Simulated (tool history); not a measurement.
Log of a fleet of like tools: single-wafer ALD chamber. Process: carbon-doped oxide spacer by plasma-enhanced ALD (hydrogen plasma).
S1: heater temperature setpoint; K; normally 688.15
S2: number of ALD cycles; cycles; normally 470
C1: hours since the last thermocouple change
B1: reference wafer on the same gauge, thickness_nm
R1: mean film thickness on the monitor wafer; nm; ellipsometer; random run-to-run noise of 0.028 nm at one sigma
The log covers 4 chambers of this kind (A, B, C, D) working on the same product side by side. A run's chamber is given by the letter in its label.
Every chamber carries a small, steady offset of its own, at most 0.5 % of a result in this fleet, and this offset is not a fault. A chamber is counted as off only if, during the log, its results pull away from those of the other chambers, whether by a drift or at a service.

run 1A hour=6.3 | S1=688.15 S2=470 | C1=983.7 | B1=21.302 | R1=22.554
run 2C hour=12.8 | S1=688.15 S2=470 | C1=1126.2 | B1=21.315 | R1=22.367
run 3D hour=16.6 | S1=688.15 S2=470 | C1=583.9 | B1=21.305 | R1=22.495
run 4B hour=21.6 | S1=688.15 S2=470 | C1=1800.3 | B1=21.316 | R1=22.429
run 5B hour=26.2 | S1=695.15 S2=553 | C1=1804.9 | B1=21.315 | R1=25.803
run 6C hour=32.8 | S1=695.15 S2=553 | C1=1146.2 | B1=21.323 | R1=25.790
run 7A hour=39.4 | S1=695.15 S2=553 | C1=1016.8 | B1=21.318 | R1=26.047
run 8D hour=44.4 | S1=695.15 S2=553 | C1=611.7 | B1=21.325 | R1=25.932
run 9B hour=48.9 | S1=688.15 S2=470 | C1=1827.6 | B1=21.332 | R1=22.488
run 10A hour=53.1 | S1=688.15 S2=470 | C1=1030.5 | B1=21.333 | R1=22.625
run 11D hour=58.1 | S1=688.15 S2=470 | C1=625.4 | B1=21.333 | R1=22.549
run 12C hour=66.1 | S1=688.15 S2=470 | C1=1179.5 | B1=21.342 | R1=22.436
run 13C hour=73.4 | S1=688.15 S2=470 | C1=1186.8 | B1=21.342 | R1=22.445
run 14D hour=77.3 | S1=688.15 S2=470 | C1=644.6 | B1=21.340 | R1=22.583
run 15B hour=82.5 | S1=688.15 S2=470 | C1=1861.2 | B1=21.345 | R1=22.489
run 16A hour=90.7 | S1=688.15 S2=470 | C1=1068.1 | B1=21.352 | R1=22.664
run 17A hour=99.0 | S1=688.15 S2=470 | C1=1076.4 | B1=21.357 | R1=22.630
run 18B hour=107.5 | S1=688.15 S2=470 | C1=1886.2 | B1=21.357 | R1=22.536
run 19C hour=111.2 | S1=688.15 S2=470 | C1=1224.6 | B1=21.361 | R1=22.436
run 20D hour=115.6 | S1=700.15 S2=532 | C1=682.9 | B1=21.366 | R1=24.650
run 21A hour=120.0 | S1=700.15 S2=532 | C1=1097.4 | B1=21.369 | R1=24.659
run 22C hour=125.8 | S1=700.15 S2=532 | C1=1239.2 | B1=21.362 | R1=24.452
run 23B hour=132.9 | S1=700.15 S2=532 | C1=1911.6 | B1=21.371 | R1=24.565
run 24D hour=139.0 | S1=683.15 S2=540 | C1=706.3 | B1=21.372 | R1=26.413
run 25C hour=145.1 | S1=683.15 S2=540 | C1=1258.5 | B1=21.387 | R1=26.282
run 26D hour=153.0 | S1=683.15 S2=540 | C1=720.3 | B1=21.390 | R1=26.441
run 27B hour=161.2 | S1=683.15 S2=540 | C1=1939.9 | B1=21.387 | R1=26.327
run 28A hour=165.6 | S1=688.15 S2=470 | C1=1143.0 | B1=21.390 | R1=22.598
run 29A hour=173.7 | S1=688.15 S2=470 | C1=1151.1 | B1=21.393 | R1=22.685
run 30B hour=179.8 | S1=688.15 S2=470 | C1=1958.5 | B1=21.399 | R1=22.514
run 31C hour=183.8 | S1=697.15 S2=507 | C1=1297.2 | B1=21.406 | R1=23.545
run 32D hour=188.9 | S1=697.15 S2=507 | C1=756.2 | B1=21.414 | R1=23.654

Is one chamber off against the others, does the gauge drift, or is nothing wrong? If a chamber is off, say which, and what the likeliest cause is.

Gauge drift. The chambers move together only on paper, and none stands off.
Most likely cause: gauge reads high (%) = 0.509.
